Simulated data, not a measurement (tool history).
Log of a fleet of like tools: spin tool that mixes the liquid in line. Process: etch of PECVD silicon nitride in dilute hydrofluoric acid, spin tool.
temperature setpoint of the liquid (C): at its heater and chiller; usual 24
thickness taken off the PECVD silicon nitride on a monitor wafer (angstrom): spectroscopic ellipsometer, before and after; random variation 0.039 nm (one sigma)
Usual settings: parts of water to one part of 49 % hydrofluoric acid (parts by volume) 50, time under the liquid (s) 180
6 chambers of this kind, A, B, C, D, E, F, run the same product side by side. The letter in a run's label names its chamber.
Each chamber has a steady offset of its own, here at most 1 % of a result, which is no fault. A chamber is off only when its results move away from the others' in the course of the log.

run   hour  temperature setpoint of the liquid (C)  parts of water to one part of 49 % hydrofluoric acid (parts by volume)  time under the liquid (s)  hours since the thermometer was replaced  hours since the hydrofluoric acid flow meter was replaced  read-back film thickness of the PECVD silicon nitride reference wafer, read on the same gauge (nm)  thickness taken off the PECVD silicon nitride on a monitor wafer (angstrom)
 1C    6.2                                      24                                                                      50                        180                                     766.2                                                     1829.1                                                                                              150.01                                                                       65.178
 2E   12.2                                      24                                                                      50                        180                                    1114.8                                                        873                                                                                              150.03                                                                       64.922
 3F   16.1                                      24                                                                      50                        180                                     480.6                                                     1354.1                                                                                                 150                                                                       65.487
 4B   22.2                                      24                                                                      50                        180                                      73.3                                                        735                                                                                              150.03                                                                       65.389
 5D   27.9                                      24                                                                      50                        180                                     133.4                                                       51.7                                                                                              149.99                                                                       64.657
 6A   33.7                                      24                                                                      50                        180                                    2707.3                                                       83.3                                                                                              149.98                                                                        64.67
 7E   39.5                                      24                                                                      50                        180                                    1142.1                                                      900.3                                                                                              150.02                                                                       64.023
 8A     44                                      24                                                                      50                        180                                    2717.6                                                       93.6                                                                                              150.02                                                                       64.926
 9D   51.6                                      24                                                                      50                        180                                     157.1                                                       75.4                                                                                              149.99                                                                       65.518
10B   59.3                                      24                                                                      50                        180                                     110.4                                                      772.1                                                                                                 150                                                                       65.288
11F   67.2                                      24                                                                      50                        180                                     531.7                                                     1405.2                                                                                              150.01                                                                       65.701
12C   70.9                                      24                                                                      50                        180                                     830.9                                                     1893.8                                                                                                 150                                                                       65.182
13F   78.1                                      24                                                                      50                        180                                     542.6                                                     1416.1                                                                                              149.99                                                                        65.99
14A   81.6                                      24                                                                      50                        180                                    2755.2                                                      131.2                                                                                              149.99                                                                       64.723
15B     86                                      24                                                                      50                        180                                     137.1                                                      798.8                                                                                                 150                                                                       65.217
      86.7  -- chamber A: thermometer replaced
16E     90                                      24                                                                      50                        180                                    1192.6                                                      950.8                                                                                                 150                                                                       65.084
17C   94.5                                      24                                                                      50                        180                                     854.5                                                     1917.4                                                                                                 150                                                                        65.21
18D  100.9                                      24                                                                      35                        180                                     206.4                                                      124.7                                                                                              150.01                                                                       91.886
19E  107.3                                      24                                                                      35                        180                                    1209.9                                                      968.1                                                                                              150.01                                                                       90.559
20C  111.6                                      24                                                                      35                        180                                     871.6                                                     1934.5                                                                                              149.99                                                                       92.518
21D  115.4                                      24                                                                      35                        180                                     220.9                                                      139.2                                                                                              150.01                                                                       91.785
22A  121.5                                      24                                                                      35                        180                                      34.9                                                      171.1                                                                                              150.02                                                                       93.052
23B  129.2                                      24                                                                      35                        180                                     180.3                                                        842                                                                                              149.99                                                                       92.057
24F  133.8                                      24                                                                      50                        180                                     598.3                                                     1471.8                                                                                              149.99                                                                       68.175
25D  140.4                                      24                                                                      50                        180                                     245.9                                                      164.2                                                                                              149.99                                                                       65.682
26E    147                                      24                                                                      50                        180                                    1249.6                                                     1007.8                                                                                              149.99                                                                       65.281
27B  151.3                                      24                                                                      50                        180                                     202.4                                                      864.1                                                                                              149.99                                                                       65.032
28C  158.6                                      24                                                                      50                        180                                     918.6                                                     1981.5                                                                                                 150                                                                       64.615
29A  162.2                                      24                                                                      50                        180                                      75.6                                                      211.8                                                                                              150.01                                                                        64.26
30F  169.3                                      24                                                                      50                        180                                     633.8                                                     1507.3                                                                                                 150                                                                        69.42
31B  177.1                                      24                                                                      50                        180                                     228.2                                                      889.9                                                                                              149.99                                                                       66.169
32E  182.8                                      24                                                                      50                        180                                    1285.4                                                     1043.6                                                                                              149.99                                                                       64.901
     183.9  -- chamber F: thermometer replaced
33A  189.5                                      24                                                                      50                        180                                     102.9                                                      239.1                                                                                                 150                                                                       65.524
34C  193.4                                      24                                                                      50                        180                                     953.4                                                     2016.3                                                                                              149.99                                                                       64.717
35F  199.4                                      24                                                                      50                        180                                      15.5                                                     1537.4                                                                                              150.02                                                                       68.694
36D  203.4                                      24                                                                      50                        180                                     308.9                                                      227.2                                                                                              150.01                                                                       65.124
37B  207.2                                      22                                                                      75                        180                                     258.3                                                        920                                                                                                 150                                                                       38.579
38E  214.2                                      22                                                                      75                        180                                    1316.8                                                       1075                                                                                              149.98                                                                       38.432
39D  220.8                                      22                                                                      75                        180                                     326.3                                                      244.6                                                                                              150.02                                                                       38.832
40A  225.3                                      22                                                                      75                        180                                     138.7                                                      274.9                                                                                              149.98                                                                       38.273
41F  232.5                                      22                                                                      75                        180                                      48.6                                                     1570.5                                                                                                 150                                                                       42.091

Next, every chamber runs the same settings. What will each give?
42A  238.2                                      24                                                                      50                        180                                                                                                                                                                                                                                                                                     ?
42B  238.2                                      24                                                                      50                        180                                                                                                                                                                                                                                                                                     ?
42C  238.2                                      24                                                                      50                        180                                                                                                                                                                                                                                                                                     ?
42D  238.2                                      24                                                                      50                        180                                                                                                                                                                                                                                                                                     ?
42E  238.2                                      24                                                                      50                        180                                                                                                                                                                                                                                                                                     ?
42F  238.2                                      24                                                                      50                        180                                                                                                                                                                                                                                                                                     ?

run  thickness taken off the PECVD silicon nitride on a monitor wafer (angstrom)
42A                                                                       65.167
42B                                                                       64.989
42C                                                                       65.414
42D                                                                         65.3
42E                                                                       65.023
42F                                                                        71.42

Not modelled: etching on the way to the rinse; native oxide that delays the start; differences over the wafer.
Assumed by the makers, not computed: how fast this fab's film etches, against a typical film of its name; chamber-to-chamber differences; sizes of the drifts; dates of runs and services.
